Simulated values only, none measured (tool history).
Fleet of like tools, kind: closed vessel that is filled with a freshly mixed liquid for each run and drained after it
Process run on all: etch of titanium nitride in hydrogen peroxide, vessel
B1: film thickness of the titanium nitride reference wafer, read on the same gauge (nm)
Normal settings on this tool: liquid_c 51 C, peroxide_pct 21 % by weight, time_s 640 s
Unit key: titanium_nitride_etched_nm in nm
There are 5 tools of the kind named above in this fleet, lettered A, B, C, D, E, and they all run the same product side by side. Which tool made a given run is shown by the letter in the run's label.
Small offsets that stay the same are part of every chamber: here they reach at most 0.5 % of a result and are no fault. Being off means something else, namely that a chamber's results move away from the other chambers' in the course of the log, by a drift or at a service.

-- hour=1.5 chamber B: new drum of peroxide connected
run 1E hour=9.4 | liquid_c=51 peroxide_pct=21 time_s=640 | B1=69.986 | titanium_nitride_etched_nm=56.9
run 2D hour=14 | liquid_c=51 peroxide_pct=21 time_s=640 | B1=70.005 | titanium_nitride_etched_nm=57.693
run 3A hour=21.4 | liquid_c=51 peroxide_pct=21 time_s=640 | B1=70.035 | titanium_nitride_etched_nm=56.467
run 4B hour=31.7 | liquid_c=51 peroxide_pct=21 time_s=640 | B1=70.009 | titanium_nitride_etched_nm=57.801
run 5C hour=38.5 | liquid_c=51 peroxide_pct=21 time_s=640 | B1=69.983 | titanium_nitride_etched_nm=57.751
run 6A hour=44.2 | liquid_c=51 peroxide_pct=21 time_s=640 | B1=70.027 | titanium_nitride_etched_nm=57.138
run 7D hour=54.2 | liquid_c=51 peroxide_pct=24.5 time_s=945 | B1=70.024 | titanium_nitride_etched_nm=88.521
run 8B hour=59.6 | liquid_c=51 peroxide_pct=24.5 time_s=945 | B1=69.98 | titanium_nitride_etched_nm=88.351
run 9C hour=65.3 | liquid_c=51 peroxide_pct=24.5 time_s=945 | B1=70.014 | titanium_nitride_etched_nm=87.89
run 10E hour=70.2 | liquid_c=51 peroxide_pct=24.5 time_s=945 | B1=69.976 | titanium_nitride_etched_nm=88.068
run 11C hour=78 | liquid_c=51 peroxide_pct=24.5 time_s=945 | B1=70.023 | titanium_nitride_etched_nm=87.428
run 12D hour=83.4 | liquid_c=51 peroxide_pct=21 time_s=640 | B1=70.022 | titanium_nitride_etched_nm=58.123
run 13B hour=90.2 | liquid_c=46 peroxide_pct=21 time_s=640 | B1=69.981 | titanium_nitride_etched_nm=39.879
run 14A hour=99.6 | liquid_c=46 peroxide_pct=21 time_s=640 | B1=70.005 | titanium_nitride_etched_nm=39.743
-- hour=103.2 chamber A: new drum of peroxide connected
run 15E hour=109.8 | liquid_c=46 peroxide_pct=21 time_s=640 | B1=70.001 | titanium_nitride_etched_nm=39.796
run 16D hour=120.2 | liquid_c=46 peroxide_pct=21 time_s=640 | B1=70.01 | titanium_nitride_etched_nm=39.845
run 17E hour=130.3 | liquid_c=46 peroxide_pct=21 time_s=640 | B1=69.992 | titanium_nitride_etched_nm=39.625
run 18B hour=140.9 | liquid_c=51 peroxide_pct=21 time_s=640 | B1=70.017 | titanium_nitride_etched_nm=57.403
run 19C hour=150.6 | liquid_c=51 peroxide_pct=21 time_s=640 | B1=70.006 | titanium_nitride_etched_nm=57.446
-- hour=156.8 chamber B: peroxide flow meter replaced
run 20A hour=158.6 | liquid_c=51 peroxide_pct=21 time_s=755 | B1=70.017 | titanium_nitride_etched_nm=68.509
run 21A hour=163.7 | liquid_c=51 peroxide_pct=21 time_s=755 | B1=69.998 | titanium_nitride_etched_nm=67.754
run 22C hour=172.3 | liquid_c=51 peroxide_pct=21 time_s=755 | B1=70.023 | titanium_nitride_etched_nm=68.387
run 23E hour=180.7 | liquid_c=51 peroxide_pct=21 time_s=755 | B1=70.001 | titanium_nitride_etched_nm=67.86
-- hour=189.4 chamber C: new drum of peroxide connected
run 24B hour=191.3 | liquid_c=51 peroxide_pct=21 time_s=755 | B1=69.954 | titanium_nitride_etched_nm=68.262
run 25D hour=200.7 | liquid_c=51 peroxide_pct=21 time_s=640 | B1=69.998 | titanium_nitride_etched_nm=57.897
run 26A hour=210.1 | liquid_c=51 peroxide_pct=21 time_s=640 | B1=70.008 | titanium_nitride_etched_nm=57.173
run 27E hour=215 | liquid_c=51 peroxide_pct=21 time_s=640 | B1=70.026 | titanium_nitride_etched_nm=56.985
run 28B hour=222.8 | liquid_c=51 peroxide_pct=21 time_s=640 | B1=70.021 | titanium_nitride_etched_nm=57.629
run 29C hour=229.3 | liquid_c=51 peroxide_pct=21 time_s=640 | B1=70.003 | titanium_nitride_etched_nm=58.194
run 30D hour=236.7 | liquid_c=51 peroxide_pct=21 time_s=640 | B1=70.001 | titanium_nitride_etched_nm=57.743

The same settings go to every chamber for the next run, one line per chamber below. Forecast the results for each:
run 31A hour=244.3 | liquid_c=51 peroxide_pct=21 time_s=275 | titanium_nitride_etched_nm=?
run 31B hour=244.3 | liquid_c=51 peroxide_pct=21 time_s=275 | titanium_nitride_etched_nm=?
run 31C hour=244.3 | liquid_c=51 peroxide_pct=21 time_s=275 | titanium_nitride_etched_nm=?
run 31D hour=244.3 | liquid_c=51 peroxide_pct=21 time_s=275 | titanium_nitride_etched_nm=?
run 31E hour=244.3 | liquid_c=51 peroxide_pct=21 time_s=275 | titanium_nitride_etched_nm=?

run=31A titanium_nitride_etched_nm=24.713
run=31B titanium_nitride_etched_nm=24.917
run=31C titanium_nitride_etched_nm=24.642
run=31D titanium_nitride_etched_nm=24.905
run=31E titanium_nitride_etched_nm=24.402
